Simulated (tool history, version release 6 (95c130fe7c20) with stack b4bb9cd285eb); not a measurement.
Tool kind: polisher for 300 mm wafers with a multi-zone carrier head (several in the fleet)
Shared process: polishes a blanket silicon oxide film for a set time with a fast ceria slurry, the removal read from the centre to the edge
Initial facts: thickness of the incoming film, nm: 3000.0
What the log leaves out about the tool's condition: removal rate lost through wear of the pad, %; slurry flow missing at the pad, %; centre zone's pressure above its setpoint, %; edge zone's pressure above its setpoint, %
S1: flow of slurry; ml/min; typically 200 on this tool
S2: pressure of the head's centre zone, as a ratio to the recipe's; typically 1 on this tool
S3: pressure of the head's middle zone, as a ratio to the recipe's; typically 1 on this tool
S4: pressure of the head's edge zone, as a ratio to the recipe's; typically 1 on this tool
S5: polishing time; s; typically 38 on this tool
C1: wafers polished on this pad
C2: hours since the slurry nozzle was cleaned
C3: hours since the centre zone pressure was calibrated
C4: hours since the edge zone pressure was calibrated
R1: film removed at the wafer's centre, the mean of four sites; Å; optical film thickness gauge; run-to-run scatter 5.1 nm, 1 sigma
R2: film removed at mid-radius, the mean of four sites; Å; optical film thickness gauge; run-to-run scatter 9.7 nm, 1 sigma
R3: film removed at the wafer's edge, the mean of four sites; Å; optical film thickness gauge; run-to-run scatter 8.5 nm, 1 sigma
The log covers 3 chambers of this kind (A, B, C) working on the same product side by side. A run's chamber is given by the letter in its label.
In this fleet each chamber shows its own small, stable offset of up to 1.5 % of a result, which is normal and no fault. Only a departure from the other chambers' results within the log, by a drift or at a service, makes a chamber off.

run   hour   S1    S2    S3    S4  S5   C1     C2     C3      C4      R1      R2      R3
 1C    4.4  200     1     1     1  38  179   47.7   96.5    12.4  7819.5  7704.1  7848.8
 2A    7.3  200     1     1     1  38  257   66.1  753.6  1180.5  7873.5  7783.4  8026.2
 3B   10.7  200     1     1     1  38  355  145.9    566   420.8  7957.9  7972.6  7833.1
 4B     16  200     1     1     1  38  394  151.2  571.3   426.1  7853.6  7765.8  7755.2
 5A   18.3  200     1  1.04     1  38  338   77.1  764.6  1191.5  7988.1  8039.1  7942.6
 6C   23.2  200     1  1.04     1  38  317   66.5  115.3    31.2  7917.2  8168.8  7837.6
 7A   25.9  200     1  1.04     1  38  394   84.7  772.2  1199.1  7891.5  7945.3  7781.2
 8C   30.9  200     1     1     1  38  373   74.2    123    38.9  7953.9  7786.7  7750.6
      32.7  -- chamber A: worn pad replaced by a new one
 9B   34.1  200     1     1     1  38  527  169.3  589.4   444.2  7886.3  7610.4    7982
10B   38.4  170     1     1  1.11  38  559  173.6  593.7   448.5  7668.2  7577.9  8270.8
11C   41.4  170     1     1  1.11  38  451   84.7  133.5    49.4  7642.1  7407.7  8151.4
      44.9  -- chamber C: worn pad replaced by a new one
12A     45  170     1     1  1.11  38   90  103.8  791.3  1218.2  7653.6  7666.4  8137.4
13A   47.8  200     1     1     1  38  111  106.6  794.1    1221  7863.3  7967.3  7900.7
14B   51.1  200     1     1     1  38  652  186.3  606.4   461.2  7924.4    8028  7823.2
15C   55.6  200     1     1     1  38   79   98.9  147.7    63.6  7933.2  7717.9  7720.4
16A   59.2  200     1     1     1  38  195    118  805.5  1232.4  7853.8  7826.3  7858.5
17B   62.8  200     1     1     1  38  738    198  618.1   472.9  7887.7  7910.4  7711.1
      65.8  -- chamber A: centre zone pressure recalibrated
18C   66.9  175     1     1     1  38  162  110.2    159    74.9  7647.9  7726.3  7624.5
19C   70.7  175     1     1     1  38  190    114  162.8    78.7  7607.3  7738.1  7755.1
20A   74.5  175     1     1     1  38  307  133.3    8.7  1247.7  7722.2  7898.6  7784.9
21B   79.3  200     1  0.96     1  38  860  214.5  634.6   489.4  7861.8  7546.3  7903.3
22C   84.4  200     1  0.96     1  38  291  127.7  176.5    92.4  7821.5  7322.1  7850.5
23B   88.3  200     1  0.96     1  38  926  223.5  643.6   498.4  7837.1  7505.9  7840.1
24A   90.8  200  0.96     1     1  38  427  149.6     25    1264  7538.1  7900.5  7890.8
      92.1  -- chamber A: worn pad replaced by a new one
25B   93.9  200  0.96     1     1  38  967  229.1  649.2     504  7469.3  7861.6  7812.5
      98.4  -- chamber B: worn pad replaced by a new one
26C   98.5  200  0.96     1     1  38  394  141.8  190.6   106.5  7485.7  7697.4  7883.2
27A  102.8  200     1     1     1  38   79  161.6     37    1276  7937.9  7868.6  7752.7
28C  105.9  200     1     1     1  38  449  149.2    198   113.9  7858.3  7703.5  7782.2
29B  110.8  200     1     1     1  38   91    246  666.1   520.9  7877.8  7861.6  7880.8
30A  114.8  200     1     1     1  38  167  173.6     49    1288  7878.8  7683.9    8019
       115  -- chamber C: worn pad replaced by a new one
31C  117.9  200     1     1     1  38   21  161.2    210   125.9  7874.8  7843.3  7879.6
32B  120.6  200     1     1     1  38  163  255.8  675.9   530.7    7888  7892.1  7883.2
33A  123.2  200     1     1     1  38  229    182   57.4  1296.4    7889  7741.4  7940.6

All chambers now run identical settings, listed one chamber a line with results as question marks. What results will each chamber show?
34A  127.1  160   1   1   1  38                   ?   ?   ?
34B  127.1  160   1   1   1  38                   ?   ?   ?
34C  127.1  160   1   1   1  38                   ?   ?   ?

run      R1      R2      R3
34A  7581.1  7449.9    7762
34B  7510.3  7582.7  7435.1
34C  7503.2  7474.7  7651.4
